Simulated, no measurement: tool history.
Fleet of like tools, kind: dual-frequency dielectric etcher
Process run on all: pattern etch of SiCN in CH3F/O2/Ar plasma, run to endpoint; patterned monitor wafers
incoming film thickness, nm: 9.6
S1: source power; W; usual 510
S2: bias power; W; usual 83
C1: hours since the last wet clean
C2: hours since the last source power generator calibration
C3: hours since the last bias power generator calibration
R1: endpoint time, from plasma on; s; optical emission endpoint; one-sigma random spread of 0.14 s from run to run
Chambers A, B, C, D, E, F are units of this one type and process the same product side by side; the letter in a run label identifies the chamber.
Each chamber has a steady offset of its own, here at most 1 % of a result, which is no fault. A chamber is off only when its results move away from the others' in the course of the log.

run 1B hour=5.2 | S1=510 S2=83 | C1=336.6 C2=139.9 C3=596.8 | R1=22.424
-- hour=6.3 chamber F: wet clean of the chamber
run 2D hour=9.8 | S1=510 S2=83 | C1=286.9 C2=933.9 C3=2762.2 | R1=22.078
run 3A hour=14.3 | S1=510 S2=83 | C1=186.5 C2=353.6 C3=604.1 | R1=21.943
run 4C hour=19.7 | S1=510 S2=83 | C1=398.6 C2=4428.3 C3=2305.3 | R1=22.175
run 5E hour=23.5 | S1=510 S2=83 | C1=157.5 C2=544.9 C3=225.9 | R1=22.051
run 6F hour=26.7 | S1=510 S2=83 | C1=20.5 C2=503.9 C3=1180.5 | R1=22.260
run 7F hour=31.0 | S1=510 S2=83 | C1=24.8 C2=508.2 C3=1184.8 | R1=22.362
run 8A hour=34.6 | S1=390 S2=99 | C1=206.8 C2=373.9 C3=624.4 | R1=23.255
run 9E hour=40.3 | S1=390 S2=99 | C1=174.3 C2=561.7 C3=242.7 | R1=22.923
run 10D hour=44.0 | S1=390 S2=99 | C1=321.1 C2=968.1 C3=2796.4 | R1=22.862
run 11B hour=47.7 | S1=390 S2=99 | C1=379.1 C2=182.4 C3=639.3 | R1=22.934
run 12C hour=50.9 | S1=390 S2=99 | C1=429.8 C2=4459.5 C3=2336.5 | R1=22.849
run 13B hour=54.4 | S1=390 S2=99 | C1=385.8 C2=189.1 C3=646.0 | R1=22.817
run 14F hour=59.6 | S1=510 S2=68 | C1=53.4 C2=536.8 C3=1213.4 | R1=23.569
run 15D hour=64.5 | S1=510 S2=68 | C1=341.6 C2=988.6 C3=2816.9 | R1=23.639
run 16C hour=67.8 | S1=510 S2=68 | C1=446.7 C2=4476.4 C3=2353.4 | R1=24.130
run 17E hour=72.4 | S1=510 S2=68 | C1=206.4 C2=593.8 C3=274.8 | R1=23.686
run 18A hour=77.8 | S1=510 S2=68 | C1=250.0 C2=417.1 C3=667.6 | R1=24.156
run 19D hour=81.8 | S1=510 S2=68 | C1=358.9 C2=1005.9 C3=2834.2 | R1=23.594
run 20E hour=87.8 | S1=510 S2=83 | C1=221.8 C2=609.2 C3=290.2 | R1=22.392
run 21F hour=91.0 | S1=510 S2=83 | C1=84.8 C2=568.2 C3=1244.8 | R1=22.247
run 22A hour=96.8 | S1=510 S2=83 | C1=269.0 C2=436.1 C3=686.6 | R1=22.505
run 23C hour=101.4 | S1=510 S2=83 | C1=480.3 C2=4510.0 C3=2387.0 | R1=22.143
-- hour=101.8 chamber C: wet clean of the chamber
run 24B hour=106.8 | S1=470 S2=99 | C1=438.2 C2=241.5 C3=698.4 | R1=21.534
run 25C hour=110.4 | S1=470 S2=99 | C1=8.6 C2=4519.0 C3=2396.0 | R1=20.867
-- hour=110.6 chamber B: wet clean of the chamber
run 26E hour=115.9 | S1=470 S2=99 | C1=249.9 C2=637.3 C3=318.3 | R1=21.513
run 27B hour=119.4 | S1=470 S2=99 | C1=8.9 C2=254.1 C3=711.0 | R1=21.470
run 28A hour=123.6 | S1=470 S2=99 | C1=295.8 C2=462.9 C3=713.4 | R1=21.649
run 29F hour=129.4 | S1=470 S2=99 | C1=123.2 C2=606.6 C3=1283.2 | R1=21.519
run 30D hour=133.1 | S1=510 S2=83 | C1=410.2 C2=1057.2 C3=2885.5 | R1=22.225
run 31F hour=136.4 | S1=510 S2=83 | C1=130.2 C2=613.6 C3=1290.2 | R1=22.247
run 32B hour=139.9 | S1=510 S2=83 | C1=29.4 C2=274.6 C3=731.5 | R1=22.288
run 33C hour=144.9 | S1=510 S2=83 | C1=43.1 C2=4553.5 C3=2430.5 | R1=21.763
run 34E hour=148.1 | S1=510 S2=83 | C1=282.1 C2=669.5 C3=350.5 | R1=21.961
run 35D hour=151.7 | S1=510 S2=83 | C1=428.8 C2=1075.8 C3=2904.1 | R1=22.302
run 36A hour=155.1 | S1=510 S2=83 | C1=327.3 C2=494.4 C3=744.9 | R1=22.146
run 37D hour=159.8 | S1=510 S2=83 | C1=436.9 C2=1083.9 C3=2912.2 | R1=22.250

One chamber off, gauge drift, or nothing amiss beyond the chambers' own small offsets? If it is a chamber, which one, and what is the likeliest cause?

A service on chamber C put it out of line with the rest.
Most likely cause: etch rate over this chamber's usual, % = 3.4.

Here are 4 candidates for chamber C's next run, each the usual settings with a change, their results left as question marks. Which one brings its results back in line with what the others give on the usual settings?
Maximum distance from the other chambers' mean on the usual settings for a result to count as in line: R1 0.480 s
run 38C-1 hour=164.4 | S1=470 S2=83 | R1=?
run 38C-2 hour=164.4 | S1=530 S2=86 | R1=?
run 38C-3 hour=164.4 | S1=600 S2=83 | R1=?
run 38C-4 hour=164.4 | S1=510 S2=67 | R1=?

On the usual settings, the other chambers give on average: R1 22.209 s
run=38C-1 R1=22.287
run=38C-2 R1=21.034
run=38C-3 R1=20.336
run=38C-4 R1=23.319
The right change is 38C-1: it brings the chamber back within the allowed miss of the others.

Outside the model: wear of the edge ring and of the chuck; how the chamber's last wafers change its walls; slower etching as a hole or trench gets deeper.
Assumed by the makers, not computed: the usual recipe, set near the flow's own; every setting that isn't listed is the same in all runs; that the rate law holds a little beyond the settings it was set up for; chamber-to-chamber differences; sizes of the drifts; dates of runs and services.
